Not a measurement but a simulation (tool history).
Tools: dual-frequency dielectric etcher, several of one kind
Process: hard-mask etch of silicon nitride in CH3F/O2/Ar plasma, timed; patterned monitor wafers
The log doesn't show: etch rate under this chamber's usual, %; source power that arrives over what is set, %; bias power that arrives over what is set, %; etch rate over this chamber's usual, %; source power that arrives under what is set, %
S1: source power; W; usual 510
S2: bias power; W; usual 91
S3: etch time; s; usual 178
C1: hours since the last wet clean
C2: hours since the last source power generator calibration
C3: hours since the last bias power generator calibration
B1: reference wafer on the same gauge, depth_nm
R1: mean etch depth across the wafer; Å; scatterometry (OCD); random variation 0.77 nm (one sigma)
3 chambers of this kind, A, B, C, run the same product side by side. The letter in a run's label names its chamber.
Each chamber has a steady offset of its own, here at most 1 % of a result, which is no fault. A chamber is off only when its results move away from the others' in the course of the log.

run 1C hour=4.6 | S1=510 S2=91 S3=178 | C1=283.3 C2=965.5 C3=1237.7 | B1=175.1 | R1=1480.4
run 2A hour=9.1 | S1=510 S2=91 S3=178 | C1=58.1 C2=355.1 C3=836.8 | B1=175.02 | R1=1493.6
run 3B hour=12.8 | S1=510 S2=91 S3=178 | C1=304.6 C2=236.2 C3=3418.7 | B1=174.92 | R1=1470.5
run 4C hour=18.2 | S1=510 S2=91 S3=178 | C1=296.9 C2=979.1 C3=1251.3 | B1=175.24 | R1=1497.8
run 5A hour=22.1 | S1=510 S2=91 S3=178 | C1=71.1 C2=368.1 C3=849.8 | B1=175.11 | R1=1491.8
run 6B hour=24.8 | S1=390 S2=101 S3=178 | C1=316.6 C2=248.2 C3=3430.7 | B1=174.87 | R1=1388.8
run 7B hour=27.3 | S1=390 S2=101 S3=178 | C1=319.1 C2=250.7 C3=3433.2 | B1=174.76 | R1=1385
run 8A hour=29.9 | S1=390 S2=101 S3=178 | C1=78.9 C2=375.9 C3=857.6 | B1=174.97 | R1=1400
run 9C hour=32.6 | S1=510 S2=91 S3=178 | C1=311.3 C2=993.5 C3=1265.7 | B1=175.19 | R1=1498.7
run 10C hour=36.2 | S1=510 S2=91 S3=178 | C1=314.9 C2=997.1 C3=1269.3 | B1=174.91 | R1=1502.6
run 11A hour=40.7 | S1=510 S2=91 S3=178 | C1=89.7 C2=386.7 C3=868.4 | B1=175.05 | R1=1484.6
run 12B hour=43.6 | S1=510 S2=91 S3=178 | C1=335.4 C2=267 C3=3449.5 | B1=174.98 | R1=1476.7
run 13C hour=46.9 | S1=510 S2=91 S3=178 | C1=325.6 C2=1007.8 C3=1280 | B1=175.07 | R1=1489.3
run 14A hour=51.7 | S1=510 S2=91 S3=178 | C1=100.7 C2=397.7 C3=879.4 | B1=174.94 | R1=1495
run 15B hour=55 | S1=510 S2=91 S3=178 | C1=346.8 C2=278.4 C3=3460.9 | B1=174.9 | R1=1474.3
-- hour=58.2 chamber B: wet clean of the chamber
run 16B hour=59.1 | S1=380 S2=82 S3=178 | C1=0.9 C2=282.5 C3=3465 | B1=175.17 | R1=1269.6
run 17C hour=64 | S1=380 S2=82 S3=178 | C1=342.7 C2=1024.9 C3=1297.1 | B1=175.04 | R1=1279.7
run 18A hour=66.4 | S1=380 S2=82 S3=178 | C1=115.4 C2=412.4 C3=894.1 | B1=175.03 | R1=1289.2
run 19A hour=71.4 | S1=510 S2=91 S3=178 | C1=120.4 C2=417.4 C3=899.1 | B1=174.99 | R1=1481.6
run 20C hour=75.8 | S1=510 S2=91 S3=178 | C1=354.5 C2=1036.7 C3=1308.9 | B1=175.17 | R1=1488.7
run 21B hour=79.7 | S1=510 S2=84 S3=178 | C1=21.5 C2=303.1 C3=3485.6 | B1=174.9 | R1=1428
run 22A hour=83.8 | S1=510 S2=84 S3=178 | C1=132.8 C2=429.8 C3=911.5 | B1=174.88 | R1=1448.4
run 23B hour=86.8 | S1=510 S2=84 S3=178 | C1=28.6 C2=310.2 C3=3492.7 | B1=175.04 | R1=1424.9
run 24C hour=92.2 | S1=510 S2=91 S3=178 | C1=370.9 C2=1053.1 C3=1325.3 | B1=174.91 | R1=1496.4
run 25A hour=97 | S1=510 S2=91 S3=178 | C1=146 C2=443 C3=924.7 | B1=175.07 | R1=1485.7
run 26B hour=100.8 | S1=510 S2=91 S3=178 | C1=42.6 C2=324.2 C3=3506.7 | B1=174.9 | R1=1467.4
run 27C hour=106 | S1=510 S2=91 S3=178 | C1=384.7 C2=1066.9 C3=1339.1 | B1=174.91 | R1=1499.2
run 28C hour=110.9 | S1=510 S2=91 S3=178 | C1=389.6 C2=1071.8 C3=1344 | B1=174.75 | R1=1485
run 29A hour=115.7 | S1=510 S2=91 S3=178 | C1=164.7 C2=461.7 C3=943.4 | B1=175.11 | R1=1491.8
run 30B hour=120.5 | S1=510 S2=91 S3=178 | C1=62.3 C2=343.9 C3=3526.4 | B1=174.9 | R1=1469.8
run 31A hour=124.6 | S1=510 S2=91 S3=178 | C1=173.6 C2=470.6 C3=952.3 | B1=175 | R1=1488.8
run 32C hour=127.2 | S1=510 S2=91 S3=178 | C1=405.9 C2=1088.1 C3=1360.3 | B1=175.1 | R1=1483.4
run 33B hour=130.3 | S1=510 S2=91 S3=178 | C1=72.1 C2=353.7 C3=3536.2 | B1=174.72 | R1=1480
run 34B hour=134.6 | S1=510 S2=91 S3=178 | C1=76.4 C2=358 C3=3540.5 | B1=174.98 | R1=1464.8
run 35A hour=139 | S1=510 S2=91 S3=178 | C1=188 C2=485 C3=966.7 | B1=175.09 | R1=1490.8
run 36C hour=144.4 | S1=510 S2=91 S3=178 | C1=423.1 C2=1105.3 C3=1377.5 | B1=175.04 | R1=1491.5
run 37A hour=147.1 | S1=510 S2=91 S3=178 | C1=196.1 C2=493.1 C3=974.8 | B1=175.16 | R1=1484.4
run 38B hour=151.8 | S1=510 S2=91 S3=178 | C1=93.6 C2=375.2 C3=3557.7 | B1=175.19 | R1=1478.5

All 3 chambers run these settings next. Forecast each chamber's results:
run 39A hour=155.7 | S1=570 S2=91 S3=178 | R1=?
run 39B hour=155.7 | S1=570 S2=91 S3=178 | R1=?
run 39C hour=155.7 | S1=570 S2=91 S3=178 | R1=?

run=39A R1=1572.8
run=39B R1=1521.1
run=39C R1=1553.2
